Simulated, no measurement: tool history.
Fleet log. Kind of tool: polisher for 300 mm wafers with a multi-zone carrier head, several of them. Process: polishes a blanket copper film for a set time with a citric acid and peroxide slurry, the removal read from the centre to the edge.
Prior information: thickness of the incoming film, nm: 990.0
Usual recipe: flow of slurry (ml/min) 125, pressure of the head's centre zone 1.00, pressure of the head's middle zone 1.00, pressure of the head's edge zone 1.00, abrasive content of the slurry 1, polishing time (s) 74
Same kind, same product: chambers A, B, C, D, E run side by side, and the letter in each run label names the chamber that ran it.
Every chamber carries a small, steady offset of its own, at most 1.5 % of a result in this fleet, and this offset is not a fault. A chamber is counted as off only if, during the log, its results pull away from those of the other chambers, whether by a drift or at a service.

run     day  flow of slurry (ml/min)  pressure of the head's centre zone  pressure of the head's middle zone  pressure of the head's edge zone  abrasive content of the slurry  polishing time (s)  film removed at the wafer's centre (angstrom)  film removed at mid-radius (angstrom)  film removed at the wafer's edge (angstrom)
      0.308  -- chamber C: worn pad replaced by a new one
 1C   0.321                      125                                1.00                                1.00                              1.00                               1                  74                                         1872.0                                 1889.2                                       1903.8
      0.725  -- chamber E: worn pad replaced by a new one
 2B   0.725                      125                                1.00                                1.00                              1.00                               1                  74                                         1900.5                                 1897.1                                       1867.2
      0.779  -- chamber C: slurry nozzle cleaned
      1.038  -- chamber B: worn pad replaced by a new one
 3A   1.192                      125                                1.00                                1.00                              1.00                               1                  74                                         1877.8                                 1857.9                                       1858.6
      1.200  -- chamber A: slurry nozzle cleaned
      1.500  -- chamber D: edge zone pressure recalibrated
 4D   1.562                      125                                1.00                                1.00                              1.00                               1                  74                                         1853.2                                 1898.2                                       1905.2
      1.908  -- chamber D: worn pad replaced by a new one
      1.925  -- chamber D: slurry nozzle cleaned
 5E   1.958                      125                                1.00                                1.00                              1.00                               1                  74                                         1894.6                                 1946.5                                       1857.9
 6C   2.362                      125                                1.00                                1.00                              1.00                               1                  74                                         1912.5                                 1886.4                                       1939.0
      2.796  -- chamber A: worn pad replaced by a new one
 7B   2.942                      125                                1.00                                1.00                              1.00                               1                  74                                         1939.9                                 1905.9                                       1894.4
      3.425  -- chamber E: centre zone pressure recalibrated
 8E   3.546                      125                                1.00                                1.00                              1.00                               1                  74                                         1911.1                                 1912.2                                       1893.2
 9A   4.133                      125                                1.00                                1.00                              1.00                               1                  74                                         1877.4                                 1885.7                                       1880.6
10D   4.700                      125                                1.00                                1.00                              1.00                               1                  74                                         1900.6                                 1879.7                                       1877.8
      4.721  -- chamber D: worn pad replaced by a new one
      4.838  -- chamber C: centre zone pressure recalibrated
      4.954  -- chamber B: worn pad replaced by a new one
      5.079  -- chamber C: worn pad replaced by a new one
11D   5.279                      125                                1.00                                1.00                              1.00                               1                  74                                         1913.4                                 1882.3                                       1890.8
12C   5.729                      125                                1.00                                1.00                              1.00                               1                  74                                         1851.8                                 1879.3                                       1894.2
      5.762  -- chamber E: worn pad replaced by a new one
      5.929  -- chamber C: edge zone pressure recalibrated
13A   6.104                      125                                1.00                                1.00                              1.00                               1                  74                                         1883.2                                 1911.1                                       1865.2
      6.288  -- chamber A: worn pad replaced by a new one
14B   6.508                      125                                1.00                                1.00                              1.00                               1                  74                                         1964.2                                 1884.4                                       1888.5
15E   7.062                      125                                1.00                                1.00                              1.00                               1                  74                                         1895.9                                 1907.3                                       1882.0
16C   7.479                      125                                1.00                                1.00                              1.00                               1                  74                                         1871.3                                 1884.2                                       1907.9
17E   7.767                      125                                1.00                                1.00                              1.00                               1                  74                                         1881.0                                 1890.2                                       1895.6
      8.192  -- chamber D: worn pad replaced by a new one
18A   8.388                      125                                1.00                                1.00                              1.00                               1                  74                                         1867.5                                 1891.3                                       1881.8
19D   8.962                      125                                1.00                                1.00                              1.00                               1                  74                                         1890.4                                 1848.5                                       1898.3
20B   9.283                      125                                1.10                                1.00                              0.89                               1                  74                                         2237.7                                 1874.6                                       1769.6
21E   9.629                      125                                1.10                                1.00                              0.89                               1                  74                                         2165.9                                 1872.4                                       1793.1
      9.667  -- chamber B: worn pad replaced by a new one
      9.821  -- chamber A: worn pad replaced by a new one
22D   9.975                      125                                1.10                                1.00                              0.89                               1                  74                                         2109.4                                 1894.2                                       1785.3
23B  10.475                      125                                1.10                                1.00                              0.89                               1                  74                                         2286.3                                 1883.0                                       1791.6
     10.596  -- chamber C: worn pad replaced by a new one
24C  11.012                      125                                1.10                                1.00                              0.89                               1                  74                                         2131.1                                 1859.0                                       1802.1
25A  11.296                      125                                1.00                                1.00                              1.00                               1                  74                                         1863.4                                 1884.9                                       1883.9
     11.417  -- chamber D: worn pad replaced by a new one
26A  11.712                      125                                1.00                                1.00                              1.00                               1                  74                                         1895.1                                 1880.8                                       1846.1
     11.942  -- chamber E: worn pad replaced by a new one
27B  12.167                      125                                1.00                                1.00                              1.00                               1                  74                                         2043.7                                 1883.3                                       1874.3
28E  12.683                      125                                1.00                                1.00                              1.00                               1                  74                                         1893.2                                 1906.9                                       1910.7
     12.975  -- chamber A: worn pad replaced by a new one
29C  13.254                      125                                1.00                                1.00                              1.00                               1                  74                                         1888.7                                 1878.6                                       1933.0
     13.583  -- chamber B: worn pad replaced by a new one
30D  13.729                      125                                1.00                                1.00                              1.00                               1                  74                                         1876.3                                 1873.2                                       1873.1
     13.892  -- chamber C: slurry nozzle cleaned
31A  14.179                      125                                1.00                                1.00                              1.00                               1                  74                                         1832.7                                 1867.8                                       1890.8
32D  14.717                      100                                0.95                                1.00                              1.00                               1                  74                                         1647.1                                 1785.1                                       1804.6
33C  15.142                      100                                0.95                                1.00                              1.00                               1                  74                                         1665.8                                 1777.2                                       1821.5
34B  15.467                      100                                0.95                                1.00                              1.00                               1                  74                                         1888.4                                 1787.9                                       1816.1
35E  16.008                      100                                0.95                                1.00                              1.00                               1                  74                                         1666.9                                 1778.3                                       1814.7

Is one chamber off against the others, does the gauge drift, or is nothing wrong? If a chamber is off, say which, and what the likeliest cause is.

Little by little, chamber B moves away from the other chambers.
Likeliest cause: centre zone's pressure above its setpoint, % = 11.7.

Which of the 4 candidates below, each the usual settings with something changed and its results left as question marks, puts chamber B back in line with what the other chambers give on the usual settings?
In line here means within this much of the mean the other chambers give on the usual settings: film removed at the wafer's centre (angstrom) 85.0; film removed at mid-radius (angstrom) 56.0; film removed at the wafer's edge (angstrom) 56.0
36B-1  16.462                      110                                0.83                                1.03                              1.06                               1                  74                                              ?                                      ?                                            ?
36B-2  16.462                      135                                1.10                                0.98                              0.96                               1                  74                                              ?                                      ?                                            ?
36B-3  16.462                      115                                0.90                                1.02                              1.04                               1                  74                                              ?                                      ?                                            ?
36B-4  16.462                      140                                1.17                                0.97                              0.93                               1                  75                                              ?                                      ?                                            ?

Other chambers, usual settings, mean: film removed at the wafer's centre (angstrom) 1884.8; film removed at mid-radius (angstrom) 1883.3; film removed at the wafer's edge (angstrom) 1890.6
  run  film removed at the wafer's centre (angstrom)  film removed at mid-radius (angstrom)  film removed at the wafer's edge (angstrom)
36B-1                                         1684.2                                 1879.8                                       1906.8
36B-2                                         2407.0                                 1879.6                                       1873.9
36B-3                                         1862.3                                 1882.9                                       1902.6
36B-4                                         2627.0                                 1900.5                                       1879.4
36B-3 brings the chamber back in line.
